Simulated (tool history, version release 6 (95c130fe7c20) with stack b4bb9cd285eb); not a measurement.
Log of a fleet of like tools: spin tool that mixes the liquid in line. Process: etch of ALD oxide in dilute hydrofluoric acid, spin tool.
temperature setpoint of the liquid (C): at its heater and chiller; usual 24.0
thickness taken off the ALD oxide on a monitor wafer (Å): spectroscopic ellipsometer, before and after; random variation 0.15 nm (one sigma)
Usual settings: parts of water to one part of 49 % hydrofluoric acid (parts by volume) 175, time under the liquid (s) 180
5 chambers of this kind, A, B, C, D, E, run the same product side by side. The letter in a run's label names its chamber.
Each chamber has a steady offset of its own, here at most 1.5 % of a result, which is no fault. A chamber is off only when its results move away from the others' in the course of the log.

| run | day | temperature setpoint of the liquid (C) | parts of water to one part of 49 % hydrofluoric acid (parts by volume) | time under the liquid (s) | read-back film thickness of the ALD oxide reference wafer, read on the same gauge (nm) | thickness taken off the ALD oxide on a monitor wafer (Å) |
|---|---|---|---|---|---|---|
| 1A | 0.338 | 24.0 | 175 | 180 | 120.01 | 219.01 |
| 2C | 0.650 | 24.0 | 175 | 180 | 119.97 | 219.37 |
| 3B | 0.933 | 24.0 | 175 | 180 | 119.98 | 220.68 |
| 4D | 1.467 | 24.0 | 175 | 180 | 119.99 | 224.92 |
| 5E | 1.733 | 24.0 | 175 | 180 | 120.00 | 223.51 |
|  | 1.854 | chamber B: thermometer replaced |
| 6B | 2.038 | 24.0 | 175 | 180 | 120.02 | 224.16 |
| 7E | 2.488 | 24.0 | 175 | 180 | 119.99 | 223.15 |
| 8A | 2.783 | 24.0 | 175 | 180 | 120.01 | 220.05 |
| 9D | 3.025 | 28.0 | 175 | 180 | 120.01 | 259.25 |
| 10C | 3.400 | 28.0 | 175 | 180 | 120.03 | 254.61 |
| 11A | 3.892 | 28.0 | 175 | 180 | 120.00 | 250.45 |
| 12C | 4.233 | 28.0 | 175 | 180 | 120.00 | 257.13 |
| 13D | 4.596 | 28.0 | 175 | 180 | 120.02 | 257.07 |
| 14E | 5.121 | 19.5 | 175 | 230 | 119.99 | 235.07 |
| 15B | 5.454 | 19.5 | 175 | 230 | 120.02 | 237.60 |
| 16E | 5.871 | 19.5 | 175 | 230 | 119.99 | 235.82 |
| 17D | 6.308 | 19.5 | 175 | 230 | 120.02 | 238.65 |
| 18B | 6.854 | 19.5 | 175 | 230 | 119.96 | 241.10 |
| 19C | 7.342 | 24.0 | 175 | 180 | 120.02 | 222.30 |
| 20A | 7.817 | 24.0 | 175 | 180 | 119.99 | 217.17 |
| 21D | 8.346 | 24.0 | 175 | 180 | 119.99 | 222.47 |
| 22A | 8.754 | 24.0 | 175 | 180 | 119.99 | 219.99 |
| 23B | 9.017 | 24.0 | 175 | 180 | 120.01 | 222.69 |
| 24E | 9.483 | 24.0 | 175 | 180 | 119.98 | 213.35 |
| 25C | 9.858 | 24.0 | 175 | 180 | 120.02 | 223.86 |
|  | 10.275 | chamber B: hydrofluoric acid flow meter replaced |
| 26D | 10.338 | 24.0 | 175 | 180 | 119.99 | 224.29 |
| 27E | 10.800 | 21.0 | 175 | 145 | 120.00 | 153.56 |
| 28A | 11.158 | 21.0 | 175 | 145 | 119.98 | 156.76 |
| 29B | 11.692 | 21.0 | 175 | 145 | 120.02 | 160.85 |
| 30C | 12.088 | 21.0 | 175 | 145 | 120.01 | 159.91 |
| 31E | 12.392 | 21.0 | 175 | 145 | 119.97 | 148.59 |
| 32A | 12.733 | 24.0 | 175 | 180 | 120.05 | 217.16 |
| 33B | 13.229 | 24.0 | 175 | 180 | 120.02 | 223.58 |
| 34D | 13.679 | 24.0 | 175 | 180 | 120.01 | 224.12 |
| 35C | 14.067 | 24.0 | 175 | 180 | 120.00 | 222.66 |
| 36E | 14.462 | 24.0 | 175 | 180 | 120.01 | 203.96 |
| 37C | 14.904 | 24.0 | 175 | 180 | 120.04 | 221.95 |
| 38D | 15.233 | 24.0 | 175 | 180 | 119.97 | 225.17 |

Next, every chamber runs the same settings. What will each give?
| 39A | 15.625 | 24.0 | 175 | 135 |  | ? |
| 39B | 15.625 | 24.0 | 175 | 135 |  | ? |
| 39C | 15.625 | 24.0 | 175 | 135 |  | ? |
| 39D | 15.625 | 24.0 | 175 | 135 |  | ? |
| 39E | 15.625 | 24.0 | 175 | 135 |  | ? |

| run | thickness taken off the ALD oxide on a monitor wafer (Å) |
|---|---|
| 39A | 165.29 |
| 39B | 166.05 |
| 39C | 167.30 |
| 39D | 166.69 |
| 39E | 153.08 |
